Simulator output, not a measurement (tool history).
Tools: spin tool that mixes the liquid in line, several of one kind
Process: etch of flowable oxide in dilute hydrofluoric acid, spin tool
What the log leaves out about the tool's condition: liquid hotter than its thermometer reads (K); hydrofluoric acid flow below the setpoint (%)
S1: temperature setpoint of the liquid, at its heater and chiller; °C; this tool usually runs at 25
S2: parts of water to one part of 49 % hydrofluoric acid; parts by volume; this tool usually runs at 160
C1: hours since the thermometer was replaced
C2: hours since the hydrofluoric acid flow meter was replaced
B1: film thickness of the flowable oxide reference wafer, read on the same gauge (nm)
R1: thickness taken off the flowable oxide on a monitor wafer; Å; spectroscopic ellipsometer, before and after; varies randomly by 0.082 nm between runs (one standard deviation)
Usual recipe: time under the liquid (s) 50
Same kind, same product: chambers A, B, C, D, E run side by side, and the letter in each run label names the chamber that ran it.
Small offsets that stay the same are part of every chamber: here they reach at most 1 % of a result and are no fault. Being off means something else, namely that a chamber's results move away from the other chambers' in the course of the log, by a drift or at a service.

{"run": "1A", "day": 0.15, "S1": 25, "S2": 160, "time under the liquid (s)": 50, "C1": 1116.4, "C2": 742.8, "B1": 30.005, "R1": 207.12}
{"run": "2B", "day": 0.312, "S1": 25, "S2": 160, "time under the liquid (s)": 50, "C1": 468, "C2": 380.9, "B1": 30.02, "R1": 209.08}
{"run": "3E", "day": 0.454, "S1": 25, "S2": 160, "time under the liquid (s)": 50, "C1": 831.5, "C2": 443.6, "B1": 29.969, "R1": 206.49}
{"run": "4C", "day": 0.746, "S1": 25, "S2": 160, "time under the liquid (s)": 50, "C1": 461.7, "C2": 157.3, "B1": 29.986, "R1": 208.3}
{"run": "5D", "day": 1.029, "S1": 25, "S2": 160, "time under the liquid (s)": 50, "C1": 558.1, "C2": 38.4, "B1": 30.023, "R1": 208.86}
{"run": "6D", "day": 1.288, "S1": 25, "S2": 160, "time under the liquid (s)": 50, "C1": 564.3, "C2": 44.6, "B1": 30.029, "R1": 210.45}
{"run": "7B", "day": 1.438, "S1": 25, "S2": 160, "time under the liquid (s)": 50, "C1": 495, "C2": 407.9, "B1": 29.997, "R1": 209.42}
{"run": "8C", "day": 1.646, "S1": 29, "S2": 160, "time under the liquid (s)": 65, "C1": 483.3, "C2": 178.9, "B1": 30.006, "R1": 314.85}
{"run": "9E", "day": 1.958, "S1": 29, "S2": 160, "time under the liquid (s)": 65, "C1": 867.6, "C2": 479.7, "B1": 29.99, "R1": 314.42}
{"run": "10A", "day": 2.175, "S1": 29, "S2": 160, "time under the liquid (s)": 65, "C1": 1165, "C2": 791.4, "B1": 29.959, "R1": 316}
{"run": "11C", "day": 2.35, "S1": 29, "S2": 160, "time under the liquid (s)": 65, "C1": 500.2, "C2": 195.8, "B1": 30.022, "R1": 313}
{"run": "12B", "day": 2.629, "S1": 29, "S2": 160, "time under the liquid (s)": 65, "C1": 523.6, "C2": 436.5, "B1": 29.989, "R1": 313.35}
{"run": "13A", "day": 2.929, "S1": 25, "S2": 160, "time under the liquid (s)": 50, "C1": 1183.1, "C2": 809.5, "B1": 29.996, "R1": 209.03}
{"run": "14D", "day": 3.133, "S1": 25, "S2": 160, "time under the liquid (s)": 50, "C1": 608.6, "C2": 88.9, "B1": 30.034, "R1": 207.51}
{"run": "15E", "day": 3.375, "S1": 25, "S2": 160, "time under the liquid (s)": 50, "C1": 901.6, "C2": 513.7, "B1": 29.987, "R1": 207.63}
{"run": "16E", "day": 3.583, "S1": 25, "S2": 160, "time under the liquid (s)": 50, "C1": 906.6, "C2": 518.7, "B1": 29.979, "R1": 206.97}
{"run": "17A", "day": 3.792, "S1": 21, "S2": 160, "time under the liquid (s)": 50, "C1": 1203.8, "C2": 830.2, "B1": 30.034, "R1": 177.64}
{"run": "18C", "day": 4.008, "S1": 21, "S2": 160, "time under the liquid (s)": 50, "C1": 540, "C2": 235.6, "B1": 29.983, "R1": 178.82}
{"run": "19D", "day": 4.254, "S1": 21, "S2": 160, "time under the liquid (s)": 50, "C1": 635.5, "C2": 115.8, "B1": 29.991, "R1": 181.75}
{"run": "20B", "day": 4.479, "S1": 21, "S2": 160, "time under the liquid (s)": 50, "C1": 568, "C2": 480.9, "B1": 29.985, "R1": 179.6}
{"run": "21E", "day": 4.692, "S1": 21, "S2": 160, "time under the liquid (s)": 50, "C1": 933.2, "C2": 545.3, "B1": 30.038, "R1": 178.04}
{"run": "22A", "day": 4.829, "S1": 25, "S2": 160, "time under the liquid (s)": 50, "C1": 1228.7, "C2": 855.1, "B1": 30.024, "R1": 208.94}
{"run": "23B", "day": 5.129, "S1": 25, "S2": 215, "time under the liquid (s)": 50, "C1": 583.6, "C2": 496.5, "B1": 30.015, "R1": 146.78}
{"run": "24D", "day": 5.288, "S1": 25, "S2": 215, "time under the liquid (s)": 50, "C1": 660.3, "C2": 140.6, "B1": 29.983, "R1": 148.17}
{"run": "25C", "day": 5.454, "S1": 25, "S2": 215, "time under the liquid (s)": 50, "C1": 574.7, "C2": 270.3, "B1": 30.04, "R1": 146.86}
{"run": "26E", "day": 5.7, "S1": 25, "S2": 215, "time under the liquid (s)": 50, "C1": 957.4, "C2": 569.5, "B1": 29.988, "R1": 145.01}
{"run": "27B", "day": 5.946, "S1": 25, "S2": 215, "time under the liquid (s)": 50, "C1": 603.2, "C2": 516.1, "B1": 29.993, "R1": 146.49}
{"run": "28D", "day": 6.112, "S1": 25, "S2": 160, "time under the liquid (s)": 80, "C1": 680.1, "C2": 160.4, "B1": 30.003, "R1": 345.07}
{"run": "29C", "day": 6.338, "S1": 25, "S2": 160, "time under the liquid (s)": 80, "C1": 595.9, "C2": 291.5, "B1": 29.976, "R1": 333.71}
{"run": "30A", "day": 6.483, "S1": 25, "S2": 160, "time under the liquid (s)": 80, "C1": 1268.4, "C2": 894.8, "B1": 30.005, "R1": 334}
{"run": "31C", "day": 6.754, "S1": 25, "S2": 160, "time under the liquid (s)": 80, "C1": 605.9, "C2": 301.5, "B1": 30.004, "R1": 332.98}
{"run": "32E", "day": 6.912, "S1": 25, "S2": 160, "time under the liquid (s)": 80, "C1": 986.5, "C2": 598.6, "B1": 30.025, "R1": 333.56}
{"run": "33A", "day": 7.208, "S1": 25, "S2": 160, "time under the liquid (s)": 50, "C1": 1285.8, "C2": 912.2, "B1": 30.036, "R1": 209.44}
{"run": "34B", "day": 7.346, "S1": 26.5, "S2": 160, "time under the liquid (s)": 25, "C1": 636.8, "C2": 549.7, "B1": 29.999, "R1": 110.82}
{"day": 7.462, "done": "chamber E: hydrofluoric acid flow meter replaced"}
{"day": 7.617, "done": "chamber C: thermometer replaced"}
{"run": "35D", "day": 7.65, "S1": 26.5, "S2": 160, "time under the liquid (s)": 25, "C1": 717, "C2": 197.3, "B1": 30.031, "R1": 114.96}
{"run": "36E", "day": 7.838, "S1": 26.5, "S2": 160, "time under the liquid (s)": 25, "C1": 1008.7, "C2": 9.1, "B1": 30.014, "R1": 110.11}
{"run": "37B", "day": 8.042, "S1": 26.5, "S2": 160, "time under the liquid (s)": 25, "C1": 653.5, "C2": 566.4, "B1": 29.975, "R1": 110.36}
{"run": "38D", "day": 8.183, "S1": 26.5, "S2": 160, "time under the liquid (s)": 25, "C1": 729.8, "C2": 210.1, "B1": 29.977, "R1": 115.07}
{"run": "39A", "day": 8.425, "S1": 25, "S2": 160, "time under the liquid (s)": 50, "C1": 1315, "C2": 941.4, "B1": 30.021, "R1": 207.95}
{"run": "40C", "day": 8.742, "S1": 25, "S2": 160, "time under the liquid (s)": 50, "C1": 27.1, "C2": 349.2, "B1": 30.014, "R1": 207.08}
{"run": "41E", "day": 9.012, "S1": 25, "S2": 160, "time under the liquid (s)": 50, "C1": 1036.9, "C2": 37.3, "B1": 29.985, "R1": 208.87}

Next, every chamber runs the same settings. What will each give?
{"run": "42A", "day": 9.238, "S1": 25, "S2": 160, "time under the liquid (s)": 50, "R1": "?"}
{"run": "42B", "day": 9.238, "S1": 25, "S2": 160, "time under the liquid (s)": 50, "R1": "?"}
{"run": "42C", "day": 9.238, "S1": 25, "S2": 160, "time under the liquid (s)": 50, "R1": "?"}
{"run": "42D", "day": 9.238, "S1": 25, "S2": 160, "time under the liquid (s)": 50, "R1": "?"}
{"run": "42E", "day": 9.238, "S1": 25, "S2": 160, "time under the liquid (s)": 50, "R1": "?"}

run=42A R1=208.62
run=42B R1=209.1
run=42C R1=207.62
run=42D R1=221.06
run=42E R1=207.19
